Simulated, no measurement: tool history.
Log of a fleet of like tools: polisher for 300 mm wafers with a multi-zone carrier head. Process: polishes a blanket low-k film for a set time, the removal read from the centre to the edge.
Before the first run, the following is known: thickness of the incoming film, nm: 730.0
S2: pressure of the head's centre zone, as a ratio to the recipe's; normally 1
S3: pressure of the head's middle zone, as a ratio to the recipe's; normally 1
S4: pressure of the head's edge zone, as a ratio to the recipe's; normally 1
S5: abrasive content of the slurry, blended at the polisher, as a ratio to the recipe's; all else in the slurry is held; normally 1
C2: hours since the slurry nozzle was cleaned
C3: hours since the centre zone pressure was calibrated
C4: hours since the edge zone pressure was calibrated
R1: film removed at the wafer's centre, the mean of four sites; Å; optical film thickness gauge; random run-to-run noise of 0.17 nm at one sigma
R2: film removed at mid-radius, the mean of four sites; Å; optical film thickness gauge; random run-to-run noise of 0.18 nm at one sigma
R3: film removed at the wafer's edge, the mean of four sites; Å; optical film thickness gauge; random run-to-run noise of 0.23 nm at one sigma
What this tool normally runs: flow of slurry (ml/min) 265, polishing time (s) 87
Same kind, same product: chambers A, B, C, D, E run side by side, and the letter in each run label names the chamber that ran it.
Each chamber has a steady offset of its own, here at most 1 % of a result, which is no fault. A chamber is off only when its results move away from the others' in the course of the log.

Run 1E, day 0.462: usual settings; wafers polished on this pad 405; C2 58.6; C3 20; C4 1185.5. Result: R1 265.83 Å, R2 266.14 Å, R3 267.07 Å.
Run 2C, day 0.846: usual settings; wafers polished on this pad 574; C2 278; C3 760.2; C4 336.6. Result: R1 271.16 Å, R2 267.97 Å, R3 267.21 Å.
Run 3D, day 1.154: usual settings; wafers polished on this pad 868; C2 586.1; C3 504.3; C4 44.2. Result: R1 265.39 Å, R2 267.42 Å, R3 260.4 Å.
At day 1.217: chamber B: worn pad replaced by a new one.
At day 1.238: chamber E: edge zone pressure recalibrated.
Run 4A, day 1.588: usual settings; wafers polished on this pad 843; C2 433.9; C3 1179.6; C4 214.1. Result: R1 268.87 Å, R2 271.4 Å, R3 267.88 Å.
At day 1.817: chamber B: centre zone pressure recalibrated.
Run 5B, day 1.979: usual settings; wafers polished on this pad 189; C2 158.7; C3 4; C4 131.9. Result: R1 268.63 Å, R2 266.73 Å, R3 265.51 Å.
At day 2.162: chamber A: centre zone pressure recalibrated.
At day 2.404: chamber C: centre zone pressure recalibrated.
At day 2.517: chamber D: worn pad replaced by a new one.
Run 6C, day 2.625: usual settings; wafers polished on this pad 1013; C2 320.7; C3 5.3; C4 379.3. Result: R1 269.75 Å, R2 268.72 Å, R3 268.28 Å.
At day 2.788: chamber D: slurry nozzle cleaned.
At day 3: chamber A: worn pad replaced by a new one.
Run 7E, day 3.058: usual settings; wafers polished on this pad 1046; C2 120.9; C3 82.3; C4 43.7. Result: R1 270.46 Å, R2 266.53 Å, R3 266.57 Å.
At day 3.15: chamber E: worn pad replaced by a new one.
Run 8D, day 3.529: usual settings; wafers polished on this pad 250; C2 17.9; C3 561.3; C4 101.2. Result: R1 268.34 Å, R2 268.2 Å, R3 265.06 Å.
Run 9A, day 3.929: usual settings; wafers polished on this pad 230; C2 490.1; C3 42.4; C4 270.3. Result: R1 266.99 Å, R2 269.93 Å, R3 265.07 Å.
At day 4.346: chamber B: worn pad replaced by a new one.
Run 10B, day 4.512: usual settings; wafers polished on this pad 41; C2 219.5; C3 64.8; C4 192.7. Result: R1 266.81 Å, R2 269.85 Å, R3 273.78 Å.
Run 11C, day 4.975: usual settings; wafers polished on this pad 1593; C2 377.1; C3 61.7; C4 435.7. Result: R1 267.74 Å, R2 265.7 Å, R3 268.64 Å.
Run 12D, day 5.292: usual settings; wafers polished on this pad 685; C2 60.2; C3 603.6; C4 143.5. Result: R1 270.24 Å, R2 269.36 Å, R3 266.25 Å.
Run 13A, day 5.9: usual settings; wafers polished on this pad 716; C2 537.4; C3 89.7; C4 317.6. Result: R1 270.49 Å, R2 269.44 Å, R3 265.02 Å.
Run 14E, day 6.262: usual settings; wafers polished on this pad 768; C2 197.8; C3 159.2; C4 120.6. Result: R1 265.92 Å, R2 265.75 Å, R3 268.9 Å.
At day 6.771: chamber C: edge zone pressure recalibrated.
Run 15B, day 6.846: usual settings; wafers polished on this pad 617; C2 275.5; C3 120.8; C4 248.7. Result: R1 268.89 Å, R2 267.6 Å, R3 267.9 Å.
Run 16A, day 7.179: usual settings; wafers polished on this pad 1032; C2 568.1; C3 120.4; C4 348.3. Result: R1 267.17 Å, R2 269.48 Å, R3 272.56 Å.
At day 7.304: chamber B: worn pad replaced by a new one.
Run 17D, day 7.633: usual settings; wafers polished on this pad 1263; C2 116.4; C3 659.8; C4 199.7. Result: R1 267.95 Å, R2 269.23 Å, R3 264.84 Å.
At day 7.662: chamber E: worn pad replaced by a new one.
Run 18E, day 7.925: usual settings; wafers polished on this pad 65; C2 237.7; C3 199.1; C4 160.5. Result: R1 268.18 Å, R2 269.8 Å, R3 272.3 Å.
At day 8.05: chamber D: worn pad replaced by a new one.
At day 8.242: chamber A: worn pad replaced by a new one.
Run 19C, day 8.325: usual settings; wafers polished on this pad 2420; C2 457.5; C3 142.1; C4 37.4. Result: R1 263.9 Å, R2 266.12 Å, R3 268.16 Å.
Run 20B, day 8.888: usual settings; wafers polished on this pad 391; C2 324.5; C3 169.8; C4 297.7. Result: R1 264.01 Å, R2 267.55 Å, R3 264 Å.
Run 21C, day 9.362: usual settings but flow of slurry (ml/min) 340, S5 0.75; wafers polished on this pad 2676; C2 482.4; C3 167; C4 62.3. Result: R1 237.83 Å, R2 233.42 Å, R3 233.51 Å.
Run 22E, day 9.65: usual settings but flow of slurry (ml/min) 340, S5 0.75; wafers polished on this pad 490; C2 279.1; C3 240.5; C4 201.9. Result: R1 237.02 Å, R2 237.72 Å, R3 236.67 Å.
At day 10.217: chamber B: worn pad replaced by a new one.
Run 23D, day 10.283: usual settings but flow of slurry (ml/min) 340, S5 0.75; wafers polished on this pad 552; C2 180; C3 723.4; C4 263.3. Result: R1 239.97 Å, R2 242.31 Å, R3 233.87 Å.
Run 24B, day 10.579: usual settings but flow of slurry (ml/min) 340, S5 0.75; wafers polished on this pad 90; C2 365.1; C3 210.4; C4 338.3. Result: R1 236.63 Å, R2 240.42 Å, R3 233.99 Å.
Run 25A, day 11.112: usual settings but flow of slurry (ml/min) 340, S5 0.75; wafers polished on this pad 708; C2 662.5; C3 214.8; C4 442.7. Result: R1 241.32 Å, R2 244.48 Å, R3 239.03 Å.
At day 11.233: chamber E: worn pad replaced by a new one.
Run 26A, day 11.562: usual settings but S4 1.05, polishing time (s) 68; wafers polished on this pad 819; C2 673.3; C3 225.6; C4 453.5. Result: R1 210.43 Å, R2 211.27 Å, R3 214.49 Å.
At day 11.788: chamber D: centre zone pressure recalibrated.
Run 27D, day 12.175: usual settings but S4 1.05, polishing time (s) 68; wafers polished on this pad 1019; C2 225.4; C3 9.3; C4 308.7. Result: R1 209.6 Å, R2 207.38 Å, R3 213.67 Å.
At day 12.392: chamber A: worn pad replaced by a new one.
Run 28B, day 12.721: usual settings but S4 1.05, polishing time (s) 68; wafers polished on this pad 619; C2 416.5; C3 261.8; C4 389.7. Result: R1 209.92 Å, R2 210.81 Å, R3 210.79 Å.
At day 13.117: chamber D: worn pad replaced by a new one.
Run 29E, day 13.308: usual settings but S4 1.05, polishing time (s) 68; wafers polished on this pad 512; C2 366.9; C3 328.3; C4 289.7. Result: R1 206.6 Å, R2 207.61 Å, R3 217.04 Å.
At day 13.35: chamber B: worn pad replaced by a new one.
Run 30C, day 13.612: usual settings but S4 1.05, polishing time (s) 68; wafers polished on this pad 3725; C2 584.4; C3 269; C4 164.3. Result: R1 199.51 Å, R2 200.86 Å, R3 204.66 Å.
Run 31B, day 14.021: usual settings; wafers polished on this pad 166; C2 447.7; C3 293; C4 420.9. Result: R1 268.18 Å, R2 268.61 Å, R3 266.06 Å.
Run 32A, day 14.621: usual settings; wafers polished on this pad 550; C2 746.7; C3 299; C4 526.9. Result: R1 266.11 Å, R2 268.93 Å, R3 269.19 Å.
Run 33E, day 15.012: usual settings; wafers polished on this pad 932; C2 407.8; C3 369.2; C4 330.6. Result: R1 265.67 Å, R2 267.45 Å, R3 268.41 Å.
Run 34D, day 15.396: usual settings; wafers polished on this pad 562; C2 302.7; C3 86.6; C4 386. Result: R1 271.97 Å, R2 265.33 Å, R3 267.51 Å.
Run 35C, day 15.988: usual settings; wafers polished on this pad 4312; C2 641.4; C3 326; C4 221.3. Result: R1 250.73 Å, R2 249.13 Å, R3 251.9 Å.

What goes on in this fleet: one chamber off, a drifting gauge, or nothing beyond the chambers' own small offsets? Name the chamber and the cause, if any.

It is chamber C that slowly wanders off from its peers.
Likeliest cause: removal rate lost through wear of the pad, % = 7.11.
From this log alone, it may not be told apart from: slurry flow missing at the pad, %.

Which of the 4 candidates below, each the usual settings with something changed and its results left as question marks, puts chamber C back in line with what the other chambers give on the usual settings?
In-line tolerance around the mean of the other chambers on the usual settings: R1 6.1 Å; R2 6.4 Å; R3 8.1 Å
Run 36C-1, day 16.458: usual settings but S3 0.99, polishing time (s) 82. Result: R1 ?, R2 ?, R3 ?.
Run 36C-2, day 16.458: usual settings but S2 0.99, S4 1.01, polishing time (s) 93. Result: R1 ?, R2 ?, R3 ?.
Run 36C-3, day 16.458: usual settings but flow of slurry (ml/min) 260, S2 1.01, S3 0.99, S5 0.95, polishing time (s) 78. Result: R1 ?, R2 ?, R3 ?.
Run 36C-4, day 16.458: usual settings but flow of slurry (ml/min) 270, S2 0.99, S3 1.01, S4 1.01, S5 1.05, polishing time (s) 97. Result: R1 ?, R2 ?, R3 ?.

What the other chambers average on the usual settings: R1 267.4 Å; R2 267.84 Å; R3 267.66 Å
  run      R1      R2      R3
36C-1  238.09   233.5  236.02
36C-2   267.1  267.26  269.05
36C-3  222.98  216.37  218.83
36C-4  285.51  288.18  287.33
The right change is 36C-2: it brings the chamber back within the allowed miss of the others.
